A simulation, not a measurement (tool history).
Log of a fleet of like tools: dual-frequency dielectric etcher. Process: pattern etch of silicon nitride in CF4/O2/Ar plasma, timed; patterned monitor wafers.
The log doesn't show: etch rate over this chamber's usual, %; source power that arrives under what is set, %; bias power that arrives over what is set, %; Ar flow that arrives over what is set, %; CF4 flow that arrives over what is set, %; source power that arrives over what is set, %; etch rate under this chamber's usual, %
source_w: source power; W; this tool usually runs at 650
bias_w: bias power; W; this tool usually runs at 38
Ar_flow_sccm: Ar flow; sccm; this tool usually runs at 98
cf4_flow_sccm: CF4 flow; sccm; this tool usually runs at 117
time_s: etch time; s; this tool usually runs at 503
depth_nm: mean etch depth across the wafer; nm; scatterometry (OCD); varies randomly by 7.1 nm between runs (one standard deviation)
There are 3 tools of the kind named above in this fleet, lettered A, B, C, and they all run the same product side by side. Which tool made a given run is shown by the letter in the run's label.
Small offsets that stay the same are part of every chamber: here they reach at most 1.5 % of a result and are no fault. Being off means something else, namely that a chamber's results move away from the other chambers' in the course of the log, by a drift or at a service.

| run | day | source_w | bias_w | Ar_flow_sccm | cf4_flow_sccm | time_s | hours since the last wet clean | hours since the last source power generator calibration | hours since the last bias power generator calibration | hours since the last Ar flow controller change | hours since the last CF4 flow controller change | read-back reference wafer on the same gauge, depth_nm | depth_nm |
|---|---|---|---|---|---|---|---|---|---|---|---|---|---|
| 1B | 0.429 | 650 | 38 | 98 | 117 | 503 | 474.5 | 3931.8 | 216.2 | 1821.9 | 3923.8 | 1061 | 1130.2 |
| 2A | 0.904 | 650 | 38 | 98 | 117 | 503 | 325.5 | 2607 | 340.2 | 1484.8 | 312.3 | 1059 | 1116.2 |
| 3C | 1.217 | 650 | 38 | 98 | 117 | 503 | 102.7 | 1308.6 | 2750.1 | 2001.5 | 2363.5 | 1059.4 | 1112.3 |
| 4A | 1.658 | 650 | 38 | 98 | 117 | 503 | 343.6 | 2625.1 | 358.3 | 1502.9 | 330.4 | 1059.5 | 1109.4 |
| 5B | 2.138 | 650 | 38 | 98 | 117 | 503 | 515.5 | 3972.8 | 257.2 | 1862.9 | 3964.8 | 1060.9 | 1122.6 |
| 6C | 2.492 | 650 | 38 | 98 | 117 | 503 | 133.3 | 1339.2 | 2780.7 | 2032.1 | 2394.1 | 1061.6 | 1098 |
|  | 2.896 | chamber B: source power generator calibrated |
| 7A | 3.071 | 650 | 38 | 98 | 117 | 503 | 377.5 | 2659 | 392.2 | 1536.8 | 364.3 | 1062 | 1111.1 |
| 8B | 3.625 | 650 | 38 | 98 | 117 | 503 | 551.2 | 17.5 | 292.9 | 1898.6 | 4000.5 | 1059.3 | 1131.2 |
| 9C | 4.029 | 650 | 43 | 98 | 117 | 556 | 170.2 | 1376.1 | 2817.6 | 2069 | 2431 | 1061.3 | 1283 |
| 10B | 4.308 | 650 | 43 | 98 | 117 | 556 | 567.6 | 33.9 | 309.3 | 1915 | 4016.9 | 1060.2 | 1306.3 |
|  | 4.396 | chamber A: wet clean of the chamber |
| 11C | 4.575 | 650 | 43 | 98 | 117 | 556 | 183.3 | 1389.2 | 2830.7 | 2082.1 | 2444.1 | 1059.5 | 1279.3 |
| 12A | 5.038 | 650 | 38 | 98 | 117 | 503 | 15.5 | 2706.2 | 439.4 | 1584 | 411.5 | 1059 | 1178.4 |
| 13A | 5.612 | 650 | 38 | 98 | 117 | 503 | 29.3 | 2720 | 453.2 | 1597.8 | 425.3 | 1061.5 | 1160.2 |
|  | 6.171 | chamber B: wet clean of the chamber |
| 14C | 6.175 | 650 | 38 | 98 | 117 | 503 | 221.7 | 1427.6 | 2869.1 | 2120.5 | 2482.5 | 1058.3 | 1090.1 |
| 15B | 6.592 | 650 | 38 | 98 | 117 | 503 | 10.2 | 88.7 | 364.1 | 1969.8 | 4071.7 | 1057.3 | 1140.7 |
| 16B | 7.096 | 650 | 38 | 98 | 117 | 503 | 22.3 | 100.8 | 376.2 | 1981.9 | 4083.8 | 1058.4 | 1110.8 |
| 17C | 7.654 | 650 | 38 | 98 | 117 | 503 | 257.2 | 1463.1 | 2904.6 | 2156 | 2518 | 1059 | 1115.2 |
| 18A | 8.212 | 650 | 38 | 98 | 117 | 503 | 91.7 | 2782.4 | 515.6 | 1660.2 | 487.7 | 1059.1 | 1173.8 |
| 19A | 8.475 | 650 | 38 | 98 | 117 | 503 | 98 | 2788.7 | 521.9 | 1666.5 | 494 | 1060.5 | 1174.7 |
| 20B | 8.946 | 650 | 38 | 98 | 117 | 503 | 66.7 | 145.2 | 420.6 | 2026.3 | 4128.2 | 1059.3 | 1130.4 |
| 21C | 9.204 | 650 | 38 | 98 | 117 | 503 | 294.4 | 1500.3 | 2941.8 | 2193.2 | 2555.2 | 1060 | 1112 |
| 22B | 9.558 | 650 | 38 | 98 | 117 | 503 | 81.4 | 159.9 | 435.3 | 2041 | 4142.9 | 1061.4 | 1134.4 |
| 23A | 10.042 | 650 | 38 | 98 | 117 | 503 | 135.6 | 2826.3 | 559.5 | 1704.1 | 531.6 | 1060.6 | 1170.4 |
| 24C | 10.392 | 650 | 38 | 98 | 117 | 503 | 322.9 | 1528.8 | 2970.3 | 2221.7 | 2583.7 | 1058.7 | 1099.9 |
| 25B | 10.746 | 650 | 38 | 98 | 117 | 503 | 109.9 | 188.4 | 463.8 | 2069.5 | 4171.4 | 1060.3 | 1126.1 |
| 26A | 11.029 | 650 | 38 | 98 | 134 | 602 | 159.3 | 2850 | 583.2 | 1727.8 | 555.3 | 1059.8 | 1423.5 |
| 27C | 11.538 | 650 | 38 | 98 | 134 | 602 | 350.4 | 1556.3 | 2997.8 | 2249.2 | 2611.2 | 1060.5 | 1358.6 |

Each of the 3 chambers runs these same settings next. Fill in every chamber's results:
| 28A | 11.958 | 650 | 38 | 98 | 101 | 503 |  |  |  |  |  |  | ? |
| 28B | 11.958 | 650 | 38 | 98 | 101 | 503 |  |  |  |  |  |  | ? |
| 28C | 11.958 | 650 | 38 | 98 | 101 | 503 |  |  |  |  |  |  | ? |

| run | depth_nm |
|---|---|
| 28A | 1146.5 |
| 28B | 1107.5 |
| 28C | 1083.2 |
